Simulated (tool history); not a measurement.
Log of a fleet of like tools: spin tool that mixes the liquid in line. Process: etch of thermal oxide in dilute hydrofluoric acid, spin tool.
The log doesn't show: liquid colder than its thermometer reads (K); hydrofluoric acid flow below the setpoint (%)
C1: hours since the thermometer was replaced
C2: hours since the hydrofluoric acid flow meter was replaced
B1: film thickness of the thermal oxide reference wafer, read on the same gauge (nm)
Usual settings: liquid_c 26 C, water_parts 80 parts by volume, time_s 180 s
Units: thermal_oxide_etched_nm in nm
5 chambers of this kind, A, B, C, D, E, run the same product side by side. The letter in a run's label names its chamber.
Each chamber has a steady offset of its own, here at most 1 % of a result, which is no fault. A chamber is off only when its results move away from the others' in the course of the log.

run 1B hour=4.2 | liquid_c=26 water_parts=80 time_s=180 | C1=448.2 C2=803.9 | B1=130.01 | thermal_oxide_etched_nm=11.1970
run 2D hour=9.1 | liquid_c=26 water_parts=80 time_s=180 | C1=242.1 C2=610.0 | B1=129.97 | thermal_oxide_etched_nm=11.2250
run 3A hour=11.8 | liquid_c=26 water_parts=80 time_s=180 | C1=1167.1 C2=1141.0 | B1=130.02 | thermal_oxide_etched_nm=11.1530
run 4E hour=17.0 | liquid_c=26 water_parts=80 time_s=180 | C1=1218.6 C2=459.9 | B1=129.98 | thermal_oxide_etched_nm=11.3370
run 5C hour=21.5 | liquid_c=26 water_parts=80 time_s=180 | C1=681.4 C2=721.6 | B1=130.03 | thermal_oxide_etched_nm=11.0500
-- hour=22.5 chamber B: hydrofluoric acid flow meter replaced
run 6C hour=24.7 | liquid_c=26 water_parts=80 time_s=180 | C1=684.6 C2=724.8 | B1=129.99 | thermal_oxide_etched_nm=11.1690
run 7A hour=30.1 | liquid_c=26 water_parts=80 time_s=180 | C1=1185.4 C2=1159.3 | B1=129.99 | thermal_oxide_etched_nm=11.1460
run 8B hour=33.1 | liquid_c=26 water_parts=80 time_s=180 | C1=477.1 C2=10.6 | B1=129.98 | thermal_oxide_etched_nm=11.2110
run 9E hour=35.6 | liquid_c=26 water_parts=80 time_s=180 | C1=1237.2 C2=478.5 | B1=129.96 | thermal_oxide_etched_nm=11.3720
run 10D hour=39.3 | liquid_c=26 water_parts=80 time_s=180 | C1=272.3 C2=640.2 | B1=129.94 | thermal_oxide_etched_nm=11.3280
run 11E hour=44.2 | liquid_c=26 water_parts=80 time_s=180 | C1=1245.8 C2=487.1 | B1=130.00 | thermal_oxide_etched_nm=11.3600
run 12D hour=50.0 | liquid_c=26 water_parts=80 time_s=180 | C1=283.0 C2=650.9 | B1=129.98 | thermal_oxide_etched_nm=11.3740
run 13A hour=53.2 | liquid_c=26 water_parts=80 time_s=180 | C1=1208.5 C2=1182.4 | B1=130.00 | thermal_oxide_etched_nm=11.1860
run 14B hour=57.4 | liquid_c=26 water_parts=80 time_s=180 | C1=501.4 C2=34.9 | B1=129.99 | thermal_oxide_etched_nm=11.2230
run 15C hour=60.4 | liquid_c=26 water_parts=80 time_s=180 | C1=720.3 C2=760.5 | B1=130.01 | thermal_oxide_etched_nm=11.1730
run 16D hour=64.9 | liquid_c=26 water_parts=80 time_s=180 | C1=297.9 C2=665.8 | B1=129.98 | thermal_oxide_etched_nm=11.2120
run 17B hour=70.7 | liquid_c=26 water_parts=80 time_s=180 | C1=514.7 C2=48.2 | B1=129.99 | thermal_oxide_etched_nm=11.2480
run 18C hour=73.2 | liquid_c=26 water_parts=80 time_s=180 | C1=733.1 C2=773.3 | B1=130.05 | thermal_oxide_etched_nm=11.2390
run 19A hour=78.0 | liquid_c=26 water_parts=80 time_s=180 | C1=1233.3 C2=1207.2 | B1=129.99 | thermal_oxide_etched_nm=11.1310
run 20E hour=83.1 | liquid_c=26 water_parts=55 time_s=180 | C1=1284.7 C2=526.0 | B1=130.02 | thermal_oxide_etched_nm=17.0240
-- hour=83.5 chamber C: hydrofluoric acid flow meter replaced
run 21C hour=88.4 | liquid_c=26 water_parts=55 time_s=180 | C1=748.3 C2=5.0 | B1=129.99 | thermal_oxide_etched_nm=16.8590
run 22A hour=91.0 | liquid_c=26 water_parts=55 time_s=180 | C1=1246.3 C2=1220.2 | B1=129.97 | thermal_oxide_etched_nm=16.7680
run 23E hour=94.7 | liquid_c=26 water_parts=55 time_s=180 | C1=1296.3 C2=537.6 | B1=130.00 | thermal_oxide_etched_nm=17.1650
run 24B hour=98.7 | liquid_c=26 water_parts=55 time_s=180 | C1=542.7 C2=76.2 | B1=130.02 | thermal_oxide_etched_nm=16.8910
run 25D hour=102.6 | liquid_c=26 water_parts=80 time_s=180 | C1=335.6 C2=703.5 | B1=130.02 | thermal_oxide_etched_nm=11.2020
run 26A hour=106.4 | liquid_c=26 water_parts=80 time_s=180 | C1=1261.7 C2=1235.6 | B1=130.02 | thermal_oxide_etched_nm=11.1360
-- hour=109.1 chamber D: hydrofluoric acid flow meter replaced
run 27E hour=111.5 | liquid_c=26 water_parts=80 time_s=180 | C1=1313.1 C2=554.4 | B1=130.02 | thermal_oxide_etched_nm=11.1860
run 28B hour=115.1 | liquid_c=26 water_parts=80 time_s=180 | C1=559.1 C2=92.6 | B1=129.96 | thermal_oxide_etched_nm=11.1390
run 29D hour=118.3 | liquid_c=26 water_parts=80 time_s=180 | C1=351.3 C2=9.3 | B1=129.96 | thermal_oxide_etched_nm=11.1960
run 30C hour=121.1 | liquid_c=26 water_parts=80 time_s=180 | C1=781.0 C2=37.7 | B1=130.00 | thermal_oxide_etched_nm=11.2710
run 31E hour=124.7 | liquid_c=26 water_parts=80 time_s=180 | C1=1326.3 C2=567.6 | B1=129.99 | thermal_oxide_etched_nm=11.2630
run 32A hour=130.1 | liquid_c=26 water_parts=80 time_s=180 | C1=1285.4 C2=1259.3 | B1=130.01 | thermal_oxide_etched_nm=10.9620
-- hour=131.1 chamber B: thermometer replaced
run 33B hour=133.7 | liquid_c=31 water_parts=80 time_s=80 | C1=2.7 C2=111.2 | B1=129.98 | thermal_oxide_etched_nm=6.0220
run 34D hour=138.0 | liquid_c=31 water_parts=80 time_s=80 | C1=371.0 C2=29.0 | B1=130.03 | thermal_oxide_etched_nm=6.0472
run 35C hour=142.7 | liquid_c=31 water_parts=80 time_s=80 | C1=802.6 C2=59.3 | B1=129.95 | thermal_oxide_etched_nm=6.0522
run 36E hour=146.1 | liquid_c=31 water_parts=80 time_s=80 | C1=1347.7 C2=589.0 | B1=130.02 | thermal_oxide_etched_nm=6.0422
run 37B hour=150.4 | liquid_c=31 water_parts=80 time_s=80 | C1=19.4 C2=127.9 | B1=129.96 | thermal_oxide_etched_nm=6.0057
run 38D hour=156.1 | liquid_c=26 water_parts=80 time_s=180 | C1=389.1 C2=47.1 | B1=130.02 | thermal_oxide_etched_nm=11.2710
run 39C hour=161.1 | liquid_c=28 water_parts=80 time_s=285 | C1=821.0 C2=77.7 | B1=129.98 | thermal_oxide_etched_nm=19.2430
run 40A hour=165.1 | liquid_c=28 water_parts=80 time_s=285 | C1=1320.4 C2=1294.3 | B1=130.01 | thermal_oxide_etched_nm=18.6240
run 41A hour=170.0 | liquid_c=28 water_parts=80 time_s=285 | C1=1325.3 C2=1299.2 | B1=129.96 | thermal_oxide_etched_nm=18.6560

What goes on in this fleet: one chamber off, a drifting gauge, or nothing beyond the chambers' own small offsets? Name the chamber and the cause, if any.

Chamber A drifts away from the others.
Cause: liquid colder than its thermometer reads (K) = 0.743.
The log may not tell that from: hydrofluoric acid flow below the setpoint (%).

Here are 4 candidates for chamber A's next run, each the usual settings with a change, their results left as question marks. Which one brings its results back in line with what the others give on the usual settings?
In line means no further than this from the other chambers' mean on the usual settings: thermal_oxide_etched_nm 0.1600 nm
run 42A-1 hour=174.2 | liquid_c=26 water_parts=80 time_s=175 | thermal_oxide_etched_nm=?
run 42A-2 hour=174.2 | liquid_c=26 water_parts=80 time_s=170 | thermal_oxide_etched_nm=?
run 42A-3 hour=174.2 | liquid_c=26 water_parts=80 time_s=190 | thermal_oxide_etched_nm=?
run 42A-4 hour=174.2 | liquid_c=26 water_parts=80 time_s=185 | thermal_oxide_etched_nm=?

The other chambers' mean on the usual settings: thermal_oxide_etched_nm 11.2130 nm
run=42A-1 thermal_oxide_etched_nm=10.5870
run=42A-2 thermal_oxide_etched_nm=10.2840
run=42A-3 thermal_oxide_etched_nm=11.4940
run=42A-4 thermal_oxide_etched_nm=11.1920
42A-4 brings the chamber back in line.
